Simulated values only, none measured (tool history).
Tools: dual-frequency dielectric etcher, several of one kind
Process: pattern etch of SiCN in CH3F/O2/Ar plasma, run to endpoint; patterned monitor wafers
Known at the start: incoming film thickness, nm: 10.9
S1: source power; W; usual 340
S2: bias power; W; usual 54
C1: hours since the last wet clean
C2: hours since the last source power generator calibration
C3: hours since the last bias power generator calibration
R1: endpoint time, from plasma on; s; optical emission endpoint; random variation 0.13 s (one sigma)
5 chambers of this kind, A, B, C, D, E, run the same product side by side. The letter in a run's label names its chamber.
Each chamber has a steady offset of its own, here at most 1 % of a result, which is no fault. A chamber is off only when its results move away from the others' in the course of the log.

Run 1A, hour 13.8: usual settings; C1 138.1; C2 3104.6; C3 2957.9. Result: R1 34.237 s.
Run 2E, hour 29.0: usual settings; C1 402.6; C2 1666.8; C3 2178.4. Result: R1 34.344 s.
Run 3B, hour 39.9: usual settings; C1 384.5; C2 3627.0; C3 220.2. Result: R1 34.105 s.
Run 4D, hour 52.3: usual settings; C1 352.4; C2 1699.5; C3 109.7. Result: R1 34.012 s.
Run 5C, hour 67.6: usual settings; C1 212.4; C2 1172.5; C3 1269.3. Result: R1 33.729 s.
Run 6E, hour 78.1: usual settings; C1 451.7; C2 1715.9; C3 2227.5. Result: R1 33.996 s.
Run 7A, hour 86.3: usual settings; C1 210.6; C2 3177.1; C3 3030.4. Result: R1 33.909 s.
Run 8B, hour 95.5: usual settings; C1 440.1; C2 3682.6; C3 275.8. Result: R1 33.915 s.
Run 9D, hour 110.0: usual settings but S1 290 W; C1 410.1; C2 1757.2; C3 167.4. Result: R1 36.192 s.
Run 10C, hour 118.1: usual settings but S1 290 W; C1 262.9; C2 1223.0; C3 1319.8. Result: R1 35.910 s.
Run 11D, hour 126.6: usual settings but S1 290 W; C1 426.7; C2 1773.8; C3 184.0. Result: R1 36.367 s.
Run 12E, hour 135.3: usual settings but S1 290 W; C1 508.9; C2 1773.1; C3 2284.7. Result: R1 36.640 s.
Run 13B, hour 144.1: usual settings but S1 290 W; C1 488.7; C2 3731.2; C3 324.4. Result: R1 36.147 s.
At hour 145.5: chamber B: wet clean of the chamber.
Run 14C, hour 152.2: usual settings; C1 297.0; C2 1257.1; C3 1353.9. Result: R1 33.667 s.
Run 15A, hour 163.6: usual settings but S1 380 W; C1 287.9; C2 3254.4; C3 3107.7. Result: R1 32.588 s.
Run 16A, hour 178.7: usual settings but S1 380 W; C1 303.0; C2 3269.5; C3 3122.8. Result: R1 32.593 s.
Run 17D, hour 187.9: usual settings but S1 380 W; C1 488.0; C2 1835.1; C3 245.3. Result: R1 32.759 s.
Run 18B, hour 199.4: usual settings but S1 380 W; C1 54.0; C2 3786.5; C3 379.7. Result: R1 32.686 s.
Run 19C, hour 212.0: usual settings but S1 380 W; C1 356.8; C2 1316.9; C3 1413.7. Result: R1 32.162 s.
Run 20E, hour 220.9: usual settings; C1 594.5; C2 1858.7; C3 2370.3. Result: R1 34.202 s.
Run 21C, hour 230.2: usual settings; C1 375.0; C2 1335.1; C3 1431.9. Result: R1 33.530 s.
Run 22D, hour 239.8: usual settings; C1 539.9; C2 1887.0; C3 297.2. Result: R1 34.222 s.
Run 23B, hour 249.9: usual settings; C1 104.5; C2 3837.0; C3 430.2. Result: R1 33.796 s.
At hour 254.0: chamber D: wet clean of the chamber.
Run 24A, hour 257.3: usual settings; C1 381.6; C2 3348.1; C3 3201.4. Result: R1 34.177 s.
Run 25E, hour 264.6: usual settings; C1 638.2; C2 1902.4; C3 2414.0. Result: R1 34.262 s.
At hour 274.3: chamber A: wet clean of the chamber.
Run 26B, hour 275.7: usual settings; C1 130.3; C2 3862.8; C3 456.0. Result: R1 34.014 s.
Run 27C, hour 288.2: usual settings; C1 433.0; C2 1393.1; C3 1489.9. Result: R1 33.451 s.
Run 28D, hour 299.3: usual settings; C1 45.3; C2 1946.5; C3 356.7. Result: R1 34.282 s.
At hour 308.0: chamber E: wet clean of the chamber.
Run 29A, hour 309.8: usual settings; C1 35.6; C2 3400.6; C3 3253.9. Result: R1 33.979 s.
Run 30E, hour 324.3: usual settings; C1 16.4; C2 1962.1; C3 2473.7. Result: R1 34.396 s.
Run 31D, hour 332.8: usual settings but S1 300 W, S2 42 W; C1 78.8; C2 1980.0; C3 390.2. Result: R1 38.664 s.
Run 32B, hour 347.7: usual settings but S1 300 W, S2 42 W; C1 202.3; C2 3934.8; C3 528.0. Result: R1 38.601 s.
Run 33E, hour 360.8: usual settings but S1 300 W, S2 42 W; C1 52.9; C2 1998.6; C3 2510.2. Result: R1 38.928 s.

Next, every chamber runs the same settings. What will each give?
Run 34A, hour 371.8: usual settings but S2 59 W. Result: R1 ?.
Run 34B, hour 371.8: usual settings but S2 59 W. Result: R1 ?.
Run 34C, hour 371.8: usual settings but S2 59 W. Result: R1 ?.
Run 34D, hour 371.8: usual settings but S2 59 W. Result: R1 ?.
Run 34E, hour 371.8: usual settings but S2 59 W. Result: R1 ?.

run      R1
34A  33.041
34B  33.117
34C  32.173
34D  32.921
34E  33.120

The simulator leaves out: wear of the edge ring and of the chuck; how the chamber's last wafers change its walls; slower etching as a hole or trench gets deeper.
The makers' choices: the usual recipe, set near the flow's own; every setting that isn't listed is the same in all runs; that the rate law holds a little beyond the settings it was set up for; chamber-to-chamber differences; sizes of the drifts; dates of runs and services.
